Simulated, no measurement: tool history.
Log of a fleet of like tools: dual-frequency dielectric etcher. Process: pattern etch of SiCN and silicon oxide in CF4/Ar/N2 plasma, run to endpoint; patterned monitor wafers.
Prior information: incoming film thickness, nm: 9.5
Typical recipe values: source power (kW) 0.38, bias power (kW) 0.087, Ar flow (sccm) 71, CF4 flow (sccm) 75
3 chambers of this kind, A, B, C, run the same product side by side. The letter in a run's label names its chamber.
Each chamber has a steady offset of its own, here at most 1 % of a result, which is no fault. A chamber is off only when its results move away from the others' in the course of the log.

run 1A hour=9.5 | source_power_(kW)=0.38 bias_power_(kW)=0.087 Ar_flow_(sccm)=71 CF4_flow_(sccm)=75 | endpoint_time_(s)=11.322
run 2B hour=18.7 | source_power_(kW)=0.38 bias_power_(kW)=0.087 Ar_flow_(sccm)=71 CF4_flow_(sccm)=75 | endpoint_time_(s)=11.464
run 3C hour=27.3 | source_power_(kW)=0.38 bias_power_(kW)=0.087 Ar_flow_(sccm)=71 CF4_flow_(sccm)=75 | endpoint_time_(s)=11.474
run 4C hour=37.4 | source_power_(kW)=0.38 bias_power_(kW)=0.087 Ar_flow_(sccm)=71 CF4_flow_(sccm)=75 | endpoint_time_(s)=11.458
run 5B hour=48.3 | source_power_(kW)=0.38 bias_power_(kW)=0.087 Ar_flow_(sccm)=71 CF4_flow_(sccm)=75 | endpoint_time_(s)=11.441
-- hour=56.8 chamber C: bias power generator calibrated
run 6A hour=59 | source_power_(kW)=0.38 bias_power_(kW)=0.087 Ar_flow_(sccm)=71 CF4_flow_(sccm)=75 | endpoint_time_(s)=11.306
run 7A hour=67.2 | source_power_(kW)=0.38 bias_power_(kW)=0.087 Ar_flow_(sccm)=71 CF4_flow_(sccm)=75 | endpoint_time_(s)=11.294
run 8C hour=74.4 | source_power_(kW)=0.38 bias_power_(kW)=0.087 Ar_flow_(sccm)=71 CF4_flow_(sccm)=75 | endpoint_time_(s)=11.527
run 9B hour=84.3 | source_power_(kW)=0.38 bias_power_(kW)=0.087 Ar_flow_(sccm)=71 CF4_flow_(sccm)=75 | endpoint_time_(s)=11.38
-- hour=89.5 chamber B: wet clean of the chamber
run 10C hour=92 | source_power_(kW)=0.38 bias_power_(kW)=0.087 Ar_flow_(sccm)=71 CF4_flow_(sccm)=75 | endpoint_time_(s)=11.45
run 11B hour=98.7 | source_power_(kW)=0.38 bias_power_(kW)=0.087 Ar_flow_(sccm)=71 CF4_flow_(sccm)=75 | endpoint_time_(s)=11.46
run 12A hour=109.4 | source_power_(kW)=0.38 bias_power_(kW)=0.087 Ar_flow_(sccm)=71 CF4_flow_(sccm)=75 | endpoint_time_(s)=11.212
run 13B hour=116.5 | source_power_(kW)=0.38 bias_power_(kW)=0.087 Ar_flow_(sccm)=71 CF4_flow_(sccm)=75 | endpoint_time_(s)=11.519
run 14C hour=126.4 | source_power_(kW)=0.38 bias_power_(kW)=0.087 Ar_flow_(sccm)=71 CF4_flow_(sccm)=75 | endpoint_time_(s)=11.439
run 15A hour=136.1 | source_power_(kW)=0.38 bias_power_(kW)=0.087 Ar_flow_(sccm)=71 CF4_flow_(sccm)=75 | endpoint_time_(s)=11.024
run 16B hour=147.5 | source_power_(kW)=0.38 bias_power_(kW)=0.087 Ar_flow_(sccm)=71 CF4_flow_(sccm)=75 | endpoint_time_(s)=11.476
run 17A hour=155.2 | source_power_(kW)=0.38 bias_power_(kW)=0.087 Ar_flow_(sccm)=71 CF4_flow_(sccm)=75 | endpoint_time_(s)=11.086
run 18C hour=161 | source_power_(kW)=0.38 bias_power_(kW)=0.087 Ar_flow_(sccm)=71 CF4_flow_(sccm)=75 | endpoint_time_(s)=11.489
run 19C hour=167.6 | source_power_(kW)=0.38 bias_power_(kW)=0.087 Ar_flow_(sccm)=71 CF4_flow_(sccm)=75 | endpoint_time_(s)=11.498
run 20B hour=175.9 | source_power_(kW)=0.38 bias_power_(kW)=0.087 Ar_flow_(sccm)=71 CF4_flow_(sccm)=75 | endpoint_time_(s)=11.499
run 21A hour=187.7 | source_power_(kW)=0.38 bias_power_(kW)=0.087 Ar_flow_(sccm)=71 CF4_flow_(sccm)=75 | endpoint_time_(s)=11.043
-- hour=189.2 chamber A: bias power generator calibrated
-- hour=190 chamber C: wet clean of the chamber
run 22C hour=194.4 | source_power_(kW)=0.38 bias_power_(kW)=0.087 Ar_flow_(sccm)=71 CF4_flow_(sccm)=75 | endpoint_time_(s)=11.362
run 23A hour=203.1 | source_power_(kW)=0.34 bias_power_(kW)=0.087 Ar_flow_(sccm)=71 CF4_flow_(sccm)=87 | endpoint_time_(s)=11.911
run 24B hour=208.7 | source_power_(kW)=0.34 bias_power_(kW)=0.087 Ar_flow_(sccm)=71 CF4_flow_(sccm)=87 | endpoint_time_(s)=12.355

Is one chamber out of step, is the gauge drifting, or do the chambers differ by no more than their own small offsets? For an off chamber, give its letter and the likeliest cause.

One chamber, A, drifts off from the rest bit by bit.
What lies behind it: source power that arrives over what is set, % = 3.64.
From this log alone, it may not be told apart from: etch rate over this chamber's usual, %.

Chamber A could run next with any of the 4 candidate recipes listed below; each alters the usual settings, and their results appear as question marks. Which one brings its results back in line with what the other chambers deliver on the usual settings?
In line here means within this much of the mean the other chambers give on the usual settings: endpoint time (s) 0.16
run 25A-1 hour=217.1 | source_power_(kW)=0.38 bias_power_(kW)=0.079 Ar_flow_(sccm)=73 CF4_flow_(sccm)=73 | endpoint_time_(s)=?
run 25A-2 hour=217.1 | source_power_(kW)=0.38 bias_power_(kW)=0.087 Ar_flow_(sccm)=48 CF4_flow_(sccm)=75 | endpoint_time_(s)=?
run 25A-3 hour=217.1 | source_power_(kW)=0.41 bias_power_(kW)=0.089 Ar_flow_(sccm)=70 CF4_flow_(sccm)=76 | endpoint_time_(s)=?
run 25A-4 hour=217.1 | source_power_(kW)=0.38 bias_power_(kW)=0.087 Ar_flow_(sccm)=91 CF4_flow_(sccm)=53 | endpoint_time_(s)=?

Average result of the remaining chambers running the usual settings: endpoint time (s) 11.452
run=25A-1 endpoint_time_(s)=11.451
run=25A-2 endpoint_time_(s)=10.55
run=25A-3 endpoint_time_(s)=10.186
run=25A-4 endpoint_time_(s)=11.923
The right change is 25A-1: it brings the chamber back within the allowed miss of the others.

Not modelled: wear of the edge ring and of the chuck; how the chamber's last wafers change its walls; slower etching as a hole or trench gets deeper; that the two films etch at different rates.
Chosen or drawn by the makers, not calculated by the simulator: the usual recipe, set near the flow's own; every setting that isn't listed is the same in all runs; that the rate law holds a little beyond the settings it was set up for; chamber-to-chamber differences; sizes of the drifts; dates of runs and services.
